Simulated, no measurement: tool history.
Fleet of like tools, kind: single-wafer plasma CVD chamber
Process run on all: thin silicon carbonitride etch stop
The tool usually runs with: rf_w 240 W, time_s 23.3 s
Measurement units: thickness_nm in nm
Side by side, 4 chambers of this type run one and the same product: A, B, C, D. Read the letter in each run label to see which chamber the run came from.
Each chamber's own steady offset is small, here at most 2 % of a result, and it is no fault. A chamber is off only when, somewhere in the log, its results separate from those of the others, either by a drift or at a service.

run   hour  rf_w  time_s  hours since the last thermocouple change  hours since the last RF generator calibration  read-back reference wafer on the same gauge, thickness_nm  thickness_nm
 1C    7.2   240    23.3                                    1801.9                                           97.5                                                     14.802        13.933
 2B   15.7   240    23.3                                     393.7                                           74.1                                                     14.804        14.160
 3A   23.7   240    23.3                                     957.5                                          735.8                                                     14.793        14.076
 4D   30.9   240    23.3                                     448.6                                          811.0                                                     14.803        13.879
 5D   35.3   240    23.3                                     453.0                                          815.4                                                     14.784        13.901
 6C   43.8   240    23.3                                    1838.5                                          134.1                                                     14.796        13.997
 7A   49.5   240    20.0                                     983.3                                          761.6                                                     14.803        12.084
 8B   58.5   240    20.0                                     436.5                                          116.9                                                     14.798        12.243
      60.7  -- chamber D: RF generator calibrated
 9B   67.2   240    20.0                                     445.2                                          125.6                                                     14.797        12.271
      69.3  -- chamber C: thermocouple changed; heater temperature recalibrated
10D   74.4   240    20.0                                     492.1                                           13.8                                                     14.790        11.883
11C   82.4   240    23.3                                      13.2                                          172.7                                                     14.790        13.917
12A   90.6   240    23.3                                    1024.4                                          802.7                                                     14.801        13.899
13B   95.4   240    26.2                                     473.4                                          153.8                                                     14.794        16.165
14D   99.5   240    26.2                                     517.2                                           38.9                                                     14.791        15.605
15C  108.5   240    26.2                                      39.3                                          198.8                                                     14.796        15.658
16A  114.0   240    26.2                                    1047.8                                          826.1                                                     14.802        15.753
17C  119.8   240    23.3                                      50.6                                          210.1                                                     14.798        13.919
18A  125.2   240    23.3                                    1059.0                                          837.3                                                     14.798        14.003
19D  131.8   240    23.3                                     549.5                                           71.2                                                     14.799        13.909
20B  140.5   240    27.6                                     518.5                                          198.9                                                     14.796        17.043
21B  148.8   240    27.6                                     526.8                                          207.2                                                     14.800        16.960
22C  153.7   240    27.6                                      84.5                                          244.0                                                     14.800        16.568
23D  158.5   240    27.6                                     576.2                                           97.9                                                     14.795        16.540
24A  163.7   275    20.1                                    1097.5                                          875.8                                                     14.803        12.623
25A  170.8   275    20.1                                    1104.6                                          882.9                                                     14.801        12.679
26B  179.5   275    20.1                                     557.5                                          237.9                                                     14.798        12.813
27D  188.1   275    20.1                                     605.8                                          127.5                                                     14.810        12.527
28C  194.1   240    23.3                                     124.9                                          284.4                                                     14.808        13.886
29C  201.0   240    23.3                                     131.8                                          291.3                                                     14.788        13.870
30D  210.0   240    23.3                                     627.7                                          149.4                                                     14.792        13.837
31B  218.1   240    23.3                                     596.1                                          276.5                                                     14.801        14.127
32A  222.8   240    23.3                                    1156.6                                          934.9                                                     14.802        14.084
33A  227.6   240    23.3                                    1161.4                                          939.7                                                     14.800        14.040
34D  232.5   240    23.3                                     650.2                                          171.9                                                     14.796        13.851
35B  239.4   275    21.1                                     617.4                                          297.8                                                     14.790        13.420
36C  244.2   275    21.1                                     175.0                                          334.5                                                     14.800        13.109
37B  252.1   275    21.1                                     630.1                                          310.5                                                     14.799        13.463
38C  256.9   275    21.1                                     187.7                                          347.2                                                     14.802        13.183
39D  265.6   240    23.3                                     683.3                                          205.0                                                     14.795        13.928
40A  273.5   240    23.3                                    1207.3                                          985.6                                                     14.785        14.080
41B  277.7   240    23.3                                     655.7                                          336.1                                                     14.793        14.164
42D  283.9   240    23.3                                     701.6                                          223.3                                                     14.795        13.871
43A  291.8   265    23.3                                    1225.6                                         1003.9                                                     14.794        14.282

Each of the 4 chambers runs these same settings next. Fill in every chamber's results:
44A  298.3   255    23.3                                                                                                                                                                 ?
44B  298.3   255    23.3                                                                                                                                                                 ?
44C  298.3   255    23.3                                                                                                                                                                 ?
44D  298.3   255    23.3                                                                                                                                                                 ?

run  thickness_nm
44A        14.283
44B        14.530
44C        14.160
44D        14.155

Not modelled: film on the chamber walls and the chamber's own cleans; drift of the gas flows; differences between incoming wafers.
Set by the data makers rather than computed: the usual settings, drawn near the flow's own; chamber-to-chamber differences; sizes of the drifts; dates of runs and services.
